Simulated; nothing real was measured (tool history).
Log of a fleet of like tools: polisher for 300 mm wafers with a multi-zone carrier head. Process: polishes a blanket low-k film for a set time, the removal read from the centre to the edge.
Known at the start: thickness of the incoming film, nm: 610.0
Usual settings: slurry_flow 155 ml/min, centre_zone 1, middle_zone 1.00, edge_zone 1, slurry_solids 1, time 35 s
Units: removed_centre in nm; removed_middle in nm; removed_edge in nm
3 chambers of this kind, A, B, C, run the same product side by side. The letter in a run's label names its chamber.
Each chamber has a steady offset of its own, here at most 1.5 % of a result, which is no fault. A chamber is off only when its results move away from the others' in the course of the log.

run	hour	slurry_flow	centre_zone	middle_zone	edge_zone	slurry_solids	time	wafers polished on this pad	hours since the slurry nozzle was cleaned	hours since the centre zone pressure was calibrated	hours since the edge zone pressure was calibrated	removed_centre	removed_middle	removed_edge
1A	8.6	155	1	1.00	1	1	35	348	418.4	783.3	360.3	14.422	14.385	14.336
2C	15.3	155	1	1.00	1	1	35	268	129.4	742.7	620.3	14.241	14.636	14.908
3B	26.7	155	1	1.00	1	1	35	775	250.3	293.6	930.9	14.511	14.140	14.361
# hour 39.1: chamber A: worn pad replaced by a new one
4B	40.7	155	1	1.00	1	1	35	989	264.3	307.6	944.9	14.696	14.282	14.470
# hour 48.9: chamber C: worn pad replaced by a new one
5A	50.9	155	1	1.00	1	1	35	180	460.7	825.6	402.6	14.297	14.378	14.131
# hour 55.5: chamber B: slurry nozzle cleaned
6C	64.6	155	1	1.00	1	1	35	239	178.7	792.0	669.6	14.262	14.496	14.018
7B	76.8	155	1	1.00	1	1	35	1539	21.4	343.7	981.0	14.364	14.003	14.057
8C	90.4	155	1	1.00	1	1	35	632	204.5	817.8	695.4	13.997	14.606	14.324
# hour 92.0: chamber A: worn pad replaced by a new one
# hour 98.9: chamber C: worn pad replaced by a new one
9A	100.0	155	1	1.00	1	1	35	121	509.8	874.7	451.7	14.524	14.306	14.034
10B	111.0	155	1	1.00	1	1	35	2060	55.6	377.9	1015.2	14.246	13.822	14.088
11A	124.1	155	1	1.00	1	1	35	489	533.9	898.8	475.8	14.103	14.354	14.482
# hour 126.7: chamber C: edge zone pressure recalibrated
12C	135.7	155	1	1.00	1	1	35	561	249.8	863.1	9.0	14.199	14.485	14.678
# hour 139.0: chamber A: worn pad replaced by a new one
13B	145.8	155	1	1.00	1	1	35	2590	90.4	412.7	1050.0	13.863	13.594	14.053
# hour 148.2: chamber C: worn pad replaced by a new one
14C	158.3	155	1	1.00	1	1	35	155	272.4	885.7	31.6	14.639	14.592	14.366
15A	167.1	155	1	1.00	1	1	35	428	576.9	941.8	518.8	14.134	14.307	14.092
# hour 167.7: chamber C: slurry nozzle cleaned
16C	174.6	155	1	1.00	1	1	35	403	7.0	902.0	47.9	14.255	14.467	14.669
# hour 181.9: chamber A: worn pad replaced by a new one
17B	186.5	155	1	1.00	1	1	35	3210	131.1	453.4	1090.7	13.404	13.480	13.479
18A	193.5	155	1	1.00	1	1	35	177	603.3	968.2	545.2	14.018	14.399	14.522
# hour 201.8: chamber C: worn pad replaced by a new one
19A	203.9	155	1	1.00	1	1	35	335	613.7	978.6	555.6	14.181	14.316	14.363
20B	217.1	155	1	1.00	1	1	35	3676	161.7	484.0	1121.3	13.257	13.104	13.196
21C	227.5	155	1	1.00	1	1	35	392	59.9	954.9	100.8	14.177	14.565	14.151
22B	234.8	120	1	1.11	1	1	35	3946	179.4	501.7	1139.0	12.561	13.519	12.552
23C	248.0	120	1	1.11	1	1	35	704	80.4	975.4	121.3	13.545	15.194	13.914

Is one chamber off against the others, does the gauge drift, or is nothing wrong? If a chamber is off, say which, and what the likeliest cause is.

Chamber B drifts away from the others.
Cause: removal rate lost through wear of the pad, % = 9.71.
The log may not tell that from: slurry flow missing at the pad, %.

Here are 4 candidates for chamber B's next run, each the usual settings with a change, their results left as question marks. Which one brings its results back in line with what the others give on the usual settings?
In line means no further than this from the other chambers' mean on the usual settings: removed_centre 0.660 nm; removed_middle 0.310 nm; removed_edge 0.640 nm
24B-1	258.4	155	0.99	1.02	1.00	1.05	38					?	?	?
24B-2	258.4	155	1.00	1.01	1.00	1.00	36					?	?	?
24B-3	258.4	155	1.01	0.99	0.99	0.95	32					?	?	?
24B-4	258.4	155	1.00	0.99	1.00	1.00	34					?	?	?

The other chambers' mean on the usual settings: removed_centre 14.296 nm; removed_middle 14.443 nm; removed_edge 14.444 nm
run	removed_centre	removed_middle	removed_edge
24B-1	14.156	14.483	14.391
24B-2	13.266	13.308	13.344
24B-3	11.643	11.349	11.531
24B-4	12.528	12.343	12.606
24B-1 brings the chamber back in line.
